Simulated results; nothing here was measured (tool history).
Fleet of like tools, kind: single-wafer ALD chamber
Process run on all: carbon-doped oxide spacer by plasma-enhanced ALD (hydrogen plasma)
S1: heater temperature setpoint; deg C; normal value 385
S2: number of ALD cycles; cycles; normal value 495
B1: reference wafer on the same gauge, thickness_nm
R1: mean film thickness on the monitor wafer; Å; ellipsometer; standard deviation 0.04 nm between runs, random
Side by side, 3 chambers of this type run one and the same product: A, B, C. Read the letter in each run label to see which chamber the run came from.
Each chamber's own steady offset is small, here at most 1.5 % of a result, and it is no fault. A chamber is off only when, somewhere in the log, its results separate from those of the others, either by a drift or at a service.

{"run": "1A", "hour": 7.4, "S1": 385, "S2": 495, "B1": 26.807, "R1": 249.55}
{"run": "2C", "hour": 15.0, "S1": 385, "S2": 495, "B1": 26.815, "R1": 246.65}
{"run": "3B", "hour": 22.7, "S1": 385, "S2": 495, "B1": 26.817, "R1": 250.88}
{"run": "4A", "hour": 30.5, "S1": 385, "S2": 495, "B1": 26.83, "R1": 249.24}
{"run": "5B", "hour": 38.3, "S1": 385, "S2": 495, "B1": 26.817, "R1": 251.44}
{"run": "6C", "hour": 42.6, "S1": 385, "S2": 495, "B1": 26.82, "R1": 247.05}
{"run": "7C", "hour": 48.3, "S1": 377, "S2": 401, "B1": 26.833, "R1": 200.1}
{"run": "8A", "hour": 55.4, "S1": 377, "S2": 401, "B1": 26.843, "R1": 202.22}
{"run": "9B", "hour": 60.3, "S1": 377, "S2": 401, "B1": 26.843, "R1": 203.84}
{"run": "10C", "hour": 67.7, "S1": 390, "S2": 545, "B1": 26.849, "R1": 272.73}
{"run": "11B", "hour": 74.1, "S1": 390, "S2": 545, "B1": 26.864, "R1": 276.98}
{"run": "12A", "hour": 80.7, "S1": 390, "S2": 545, "B1": 26.858, "R1": 275.71}
{"run": "13B", "hour": 84.9, "S1": 385, "S2": 495, "B1": 26.86, "R1": 251.15}
{"run": "14C", "hour": 91.0, "S1": 385, "S2": 495, "B1": 26.865, "R1": 247.58}
{"run": "15A", "hour": 98.8, "S1": 385, "S2": 495, "B1": 26.86, "R1": 249.69}
{"run": "16B", "hour": 105.7, "S1": 385, "S2": 495, "B1": 26.868, "R1": 251.63}
{"run": "17A", "hour": 112.1, "S1": 385, "S2": 495, "B1": 26.877, "R1": 249.62}
{"run": "18C", "hour": 119.5, "S1": 375, "S2": 495, "B1": 26.879, "R1": 247.97}
{"run": "19B", "hour": 126.0, "S1": 375, "S2": 495, "B1": 26.893, "R1": 251.86}
{"run": "20A", "hour": 132.9, "S1": 375, "S2": 495, "B1": 26.898, "R1": 250.64}
{"run": "21C", "hour": 138.7, "S1": 385, "S2": 495, "B1": 26.906, "R1": 247.67}
{"run": "22B", "hour": 145.0, "S1": 378, "S2": 465, "B1": 26.896, "R1": 236.66}
{"run": "23C", "hour": 151.8, "S1": 378, "S2": 465, "B1": 26.909, "R1": 232.55}
{"run": "24A", "hour": 155.9, "S1": 378, "S2": 465, "B1": 26.914, "R1": 235.23}
{"run": "25C", "hour": 163.1, "S1": 385, "S2": 495, "B1": 26.917, "R1": 247.86}
{"run": "26A", "hour": 167.5, "S1": 385, "S2": 495, "B1": 26.911, "R1": 249.84}
{"run": "27B", "hour": 174.8, "S1": 385, "S2": 495, "B1": 26.923, "R1": 252.2}
{"run": "28B", "hour": 182.4, "S1": 394, "S2": 554, "B1": 26.93, "R1": 282.59}
{"run": "29C", "hour": 188.3, "S1": 394, "S2": 554, "B1": 26.922, "R1": 278.16}
{"run": "30A", "hour": 196.0, "S1": 394, "S2": 554, "B1": 26.936, "R1": 280.39}
{"run": "31B", "hour": 202.4, "S1": 385, "S2": 495, "B1": 26.941, "R1": 252.55}
{"run": "32C", "hour": 205.9, "S1": 385, "S2": 495, "B1": 26.933, "R1": 248.27}
{"run": "33A", "hour": 210.0, "S1": 385, "S2": 495, "B1": 26.951, "R1": 250.85}
{"run": "34A", "hour": 215.3, "S1": 385, "S2": 495, "B1": 26.962, "R1": 250.94}
{"run": "35C", "hour": 220.6, "S1": 385, "S2": 495, "B1": 26.95, "R1": 248.33}
{"run": "36B", "hour": 227.5, "S1": 385, "S2": 495, "B1": 26.965, "R1": 252.56}
{"run": "37C", "hour": 233.2, "S1": 385, "S2": 495, "B1": 26.961, "R1": 248.25}
{"run": "38A", "hour": 239.1, "S1": 385, "S2": 495, "B1": 26.973, "R1": 251.43}
{"run": "39B", "hour": 246.5, "S1": 385, "S2": 495, "B1": 26.973, "R1": 251.94}

Is one chamber off against the others, does the gauge drift, or is nothing wrong? If a chamber is off, say which, and what the likeliest cause is.

None of the chambers is off. What moves is the gauge, dragging all their readings along together.
What lies behind it: gauge reads high (%) = 0.658.

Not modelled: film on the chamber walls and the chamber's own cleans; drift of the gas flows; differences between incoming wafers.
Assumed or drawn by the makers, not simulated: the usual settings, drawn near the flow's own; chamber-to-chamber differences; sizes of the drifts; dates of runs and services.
